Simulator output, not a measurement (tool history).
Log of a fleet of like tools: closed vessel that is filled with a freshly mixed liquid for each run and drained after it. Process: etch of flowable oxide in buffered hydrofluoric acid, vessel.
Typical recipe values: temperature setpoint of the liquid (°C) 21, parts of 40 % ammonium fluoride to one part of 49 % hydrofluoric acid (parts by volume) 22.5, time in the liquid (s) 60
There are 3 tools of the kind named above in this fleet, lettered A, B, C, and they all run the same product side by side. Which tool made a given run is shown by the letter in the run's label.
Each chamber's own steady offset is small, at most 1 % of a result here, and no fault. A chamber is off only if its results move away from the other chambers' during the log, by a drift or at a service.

| run | hour | temperature setpoint of the liquid (°C) | parts of 40 % ammonium fluoride to one part of 49 % hydrofluoric acid (parts by volume) | time in the liquid (s) | read-back film thickness of the flowable oxide reference wafer, read on the same gauge (nm) | thickness taken off the flowable oxide on a monitor wafer (Å) |
|---|---|---|---|---|---|---|
| 1A | 7.3 | 21 | 22.5 | 60 | 90.011 | 540.98 |
| 2C | 15.6 | 21 | 22.5 | 60 | 90.035 | 537.56 |
| 3B | 26 | 21 | 22.5 | 60 | 90.024 | 545.29 |
| 4A | 33.3 | 21 | 22.5 | 60 | 89.992 | 539.99 |
| 5C | 39.8 | 21 | 22.5 | 60 | 89.985 | 541.17 |
| 6B | 48.9 | 17.5 | 22.5 | 35 | 90.016 | 259.11 |
| 7A | 57.9 | 17.5 | 22.5 | 35 | 89.991 | 256.73 |
| 8B | 67.8 | 17.5 | 22.5 | 35 | 90.032 | 258.83 |
| 9C | 78.5 | 21 | 22.5 | 60 | 89.995 | 539.29 |
| 10B | 86.2 | 21 | 22.5 | 60 | 89.974 | 544.04 |
| 11A | 91.6 | 21 | 22.5 | 60 | 89.966 | 531.91 |
| 12C | 102.7 | 21 | 22.5 | 60 | 90.002 | 538.41 |
| 13A | 108 | 21 | 22.5 | 60 | 90.004 | 525.19 |
| 14C | 115.7 | 21 | 22.5 | 60 | 89.982 | 539.72 |
| 15B | 124.8 | 21 | 22.5 | 60 | 90.007 | 544.73 |
| 16B | 134.8 | 21 | 22.5 | 60 | 89.974 | 547.93 |
| 17A | 141.8 | 21 | 22.5 | 60 | 89.99 | 522.27 |
| 18C | 149.8 | 21 | 22.5 | 60 | 90.001 | 538.18 |
| 19A | 160.9 | 21 | 22.5 | 60 | 89.974 | 515.18 |
| 20C | 171.5 | 21 | 22.5 | 60 | 90.017 | 540.51 |

One chamber off, gauge drift, or nothing amiss beyond the chambers' own small offsets? If it is a chamber, which one, and what is the likeliest cause?

It is chamber A that slowly wanders off from its peers.
What lies behind it: hydrofluoric acid flow below the setpoint (%) = 6.31.
The log may not separate it from: liquid colder than its thermometer reads (K).

Chamber A could run next with any of the 4 candidate recipes listed below; each alters the usual settings, and their results appear as question marks. Which one brings its results back in line with what the other chambers deliver on the usual settings?
Maximum distance from the other chambers' mean on the usual settings for a result to count as in line: thickness taken off the flowable oxide on a monitor wafer (Å) 7.8
| 21A-1 | 179.5 | 21.5 | 22 | 60 |  | ? |
| 21A-2 | 179.5 | 21 | 23 | 60 |  | ? |
| 21A-3 | 179.5 | 20.5 | 23 | 60 |  | ? |
| 21A-4 | 179.5 | 21 | 22 | 60 |  | ? |

The other chambers' mean on the usual settings: thickness taken off the flowable oxide on a monitor wafer (Å) 540.74
| run | thickness taken off the flowable oxide on a monitor wafer (Å) |
|---|---|
| 21A-1 | 539.6 |
| 21A-2 | 509.14 |
| 21A-3 | 495.08 |
| 21A-4 | 524.76 |
With 21A-1, the chamber falls back in line with the rest.

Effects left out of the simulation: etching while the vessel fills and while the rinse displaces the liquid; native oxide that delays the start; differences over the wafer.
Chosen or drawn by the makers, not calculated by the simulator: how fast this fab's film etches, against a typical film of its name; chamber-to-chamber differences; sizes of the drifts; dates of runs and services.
